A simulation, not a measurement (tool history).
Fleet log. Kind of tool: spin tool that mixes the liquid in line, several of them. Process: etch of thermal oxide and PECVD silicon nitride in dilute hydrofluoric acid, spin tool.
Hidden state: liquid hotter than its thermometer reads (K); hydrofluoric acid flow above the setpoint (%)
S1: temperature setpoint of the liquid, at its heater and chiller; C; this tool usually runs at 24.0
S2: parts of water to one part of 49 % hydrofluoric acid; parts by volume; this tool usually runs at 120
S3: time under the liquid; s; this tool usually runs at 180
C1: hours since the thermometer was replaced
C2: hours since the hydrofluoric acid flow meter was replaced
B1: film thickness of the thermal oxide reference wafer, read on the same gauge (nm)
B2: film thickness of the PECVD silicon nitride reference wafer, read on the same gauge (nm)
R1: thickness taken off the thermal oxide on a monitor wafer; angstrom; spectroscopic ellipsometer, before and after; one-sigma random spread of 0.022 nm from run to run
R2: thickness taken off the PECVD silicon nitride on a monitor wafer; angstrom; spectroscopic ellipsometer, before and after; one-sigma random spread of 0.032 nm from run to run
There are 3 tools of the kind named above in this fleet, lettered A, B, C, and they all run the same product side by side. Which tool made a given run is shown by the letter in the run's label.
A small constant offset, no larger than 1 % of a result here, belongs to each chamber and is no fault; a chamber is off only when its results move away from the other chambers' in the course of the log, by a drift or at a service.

| run | hour | S1 | S2 | S3 | C1 | C2 | B1 | B2 | R1 | R2 |
|---|---|---|---|---|---|---|---|---|---|---|
| 1A | 12.4 | 24.0 | 120 | 180 | 561.3 | 943.5 | 100.000 | 130.01 | 71.370 | 37.364 |
| 2B | 20.9 | 24.0 | 120 | 180 | 616.4 | 258.8 | 100.000 | 130.01 | 72.749 | 37.453 |
| 3C | 27.3 | 24.0 | 120 | 180 | 1986.2 | 64.7 | 100.010 | 130.02 | 72.877 | 37.320 |
| 4A | 35.1 | 24.0 | 120 | 180 | 584.0 | 966.2 | 100.040 | 129.99 | 71.569 | 37.828 |
|  | 36.0 | chamber A: hydrofluoric acid flow meter replaced |
| 5B | 45.5 | 24.0 | 120 | 180 | 641.0 | 283.4 | 100.000 | 129.99 | 72.400 | 37.590 |
| 6C | 54.8 | 24.0 | 120 | 180 | 2013.7 | 92.2 | 100.040 | 129.99 | 72.981 | 37.208 |
|  | 63.4 | chamber C: thermometer replaced |
| 7B | 67.4 | 24.0 | 120 | 180 | 662.9 | 305.3 | 100.010 | 130.00 | 72.226 | 37.473 |
| 8A | 74.5 | 24.0 | 120 | 180 | 623.4 | 38.5 | 99.989 | 129.99 | 71.445 | 37.304 |
| 9C | 82.6 | 24.0 | 120 | 180 | 19.2 | 120.0 | 100.000 | 130.00 | 72.545 | 37.002 |
| 10A | 91.2 | 24.0 | 120 | 180 | 640.1 | 55.2 | 100.010 | 130.00 | 71.146 | 37.122 |
| 11B | 98.4 | 24.0 | 120 | 180 | 693.9 | 336.3 | 100.000 | 129.99 | 72.138 | 37.578 |
| 12C | 110.8 | 24.0 | 120 | 180 | 47.4 | 148.2 | 100.020 | 130.01 | 72.671 | 37.223 |
| 13B | 121.8 | 24.0 | 120 | 180 | 717.3 | 359.7 | 100.000 | 129.99 | 72.073 | 37.623 |
| 14A | 133.1 | 24.0 | 120 | 180 | 682.0 | 97.1 | 99.985 | 129.99 | 71.631 | 37.586 |
| 15C | 141.5 | 24.0 | 120 | 180 | 78.1 | 178.9 | 99.967 | 130.03 | 72.809 | 36.507 |
| 16B | 148.0 | 29.0 | 150 | 180 | 743.5 | 385.9 | 100.040 | 130.03 | 67.133 | 40.971 |
| 17A | 156.4 | 29.0 | 150 | 180 | 705.3 | 120.4 | 100.010 | 130.00 | 66.944 | 41.486 |
| 18C | 168.2 | 29.0 | 150 | 180 | 104.8 | 205.6 | 99.967 | 130.00 | 67.957 | 41.079 |
| 19C | 177.5 | 24.0 | 120 | 180 | 114.1 | 214.9 | 100.020 | 130.00 | 72.554 | 37.130 |
| 20B | 188.4 | 24.0 | 120 | 180 | 783.9 | 426.3 | 99.989 | 130.01 | 72.560 | 37.718 |
|  | 197.6 | chamber B: thermometer replaced |
| 21A | 199.4 | 24.0 | 120 | 180 | 748.3 | 163.4 | 99.985 | 130.00 | 71.468 | 36.598 |
| 22A | 209.7 | 24.0 | 120 | 180 | 758.6 | 173.7 | 100.000 | 130.01 | 71.366 | 37.013 |
| 23C | 221.6 | 24.0 | 120 | 180 | 158.2 | 259.0 | 100.010 | 129.98 | 72.550 | 37.440 |
| 24B | 229.7 | 24.0 | 120 | 180 | 32.2 | 467.6 | 100.010 | 130.00 | 71.844 | 38.057 |
| 25A | 242.1 | 24.0 | 120 | 180 | 791.0 | 206.1 | 100.050 | 130.00 | 71.312 | 37.068 |
| 26B | 255.5 | 24.0 | 120 | 180 | 58.0 | 493.4 | 100.000 | 130.02 | 72.239 | 37.433 |
| 27C | 266.8 | 27.5 | 60 | 180 | 203.4 | 304.2 | 100.000 | 129.99 | 180.520 | 93.161 |
|  | 269.7 | chamber B: hydrofluoric acid flow meter replaced |
| 28B | 274.2 | 27.5 | 60 | 180 | 76.7 | 4.5 | 99.964 | 130.01 | 176.220 | 91.941 |
| 29A | 284.8 | 27.5 | 60 | 180 | 833.7 | 248.8 | 99.987 | 130.01 | 174.520 | 90.576 |
| 30C | 297.3 | 24.0 | 120 | 180 | 233.9 | 334.7 | 100.010 | 129.98 | 72.938 | 37.125 |
| 31A | 309.2 | 24.0 | 120 | 180 | 858.1 | 273.2 | 100.010 | 129.99 | 71.654 | 37.702 |
| 32B | 315.6 | 24.0 | 120 | 180 | 118.1 | 45.9 | 100.020 | 130.00 | 72.340 | 37.841 |
| 33C | 325.8 | 24.0 | 120 | 180 | 262.4 | 363.2 | 100.010 | 129.98 | 72.676 | 37.510 |
| 34B | 333.4 | 24.0 | 120 | 180 | 135.9 | 63.7 | 100.030 | 129.98 | 72.215 | 37.391 |
| 35A | 345.0 | 24.0 | 120 | 180 | 893.9 | 309.0 | 99.998 | 130.02 | 71.354 | 37.314 |
| 36C | 358.4 | 24.0 | 120 | 180 | 295.0 | 395.8 | 99.981 | 130.01 | 73.033 | 36.450 |
| 37B | 369.2 | 24.0 | 120 | 180 | 171.7 | 99.5 | 100.000 | 130.01 | 72.636 | 37.553 |
| 38A | 379.4 | 24.0 | 120 | 180 | 928.3 | 343.4 | 100.010 | 130.00 | 71.238 | 37.410 |

Each of the 3 chambers runs these same settings next. Fill in every chamber's results:
| 39A | 389.3 | 24.0 | 120 | 180 |  |  |  |  | ? | ? |
| 39B | 389.3 | 24.0 | 120 | 180 |  |  |  |  | ? | ? |
| 39C | 389.3 | 24.0 | 120 | 180 |  |  |  |  | ? | ? |

| run | R1 | R2 |
|---|---|---|
| 39A | 71.235 | 36.995 |
| 39B | 72.620 | 37.670 |
| 39C | 72.304 | 37.482 |
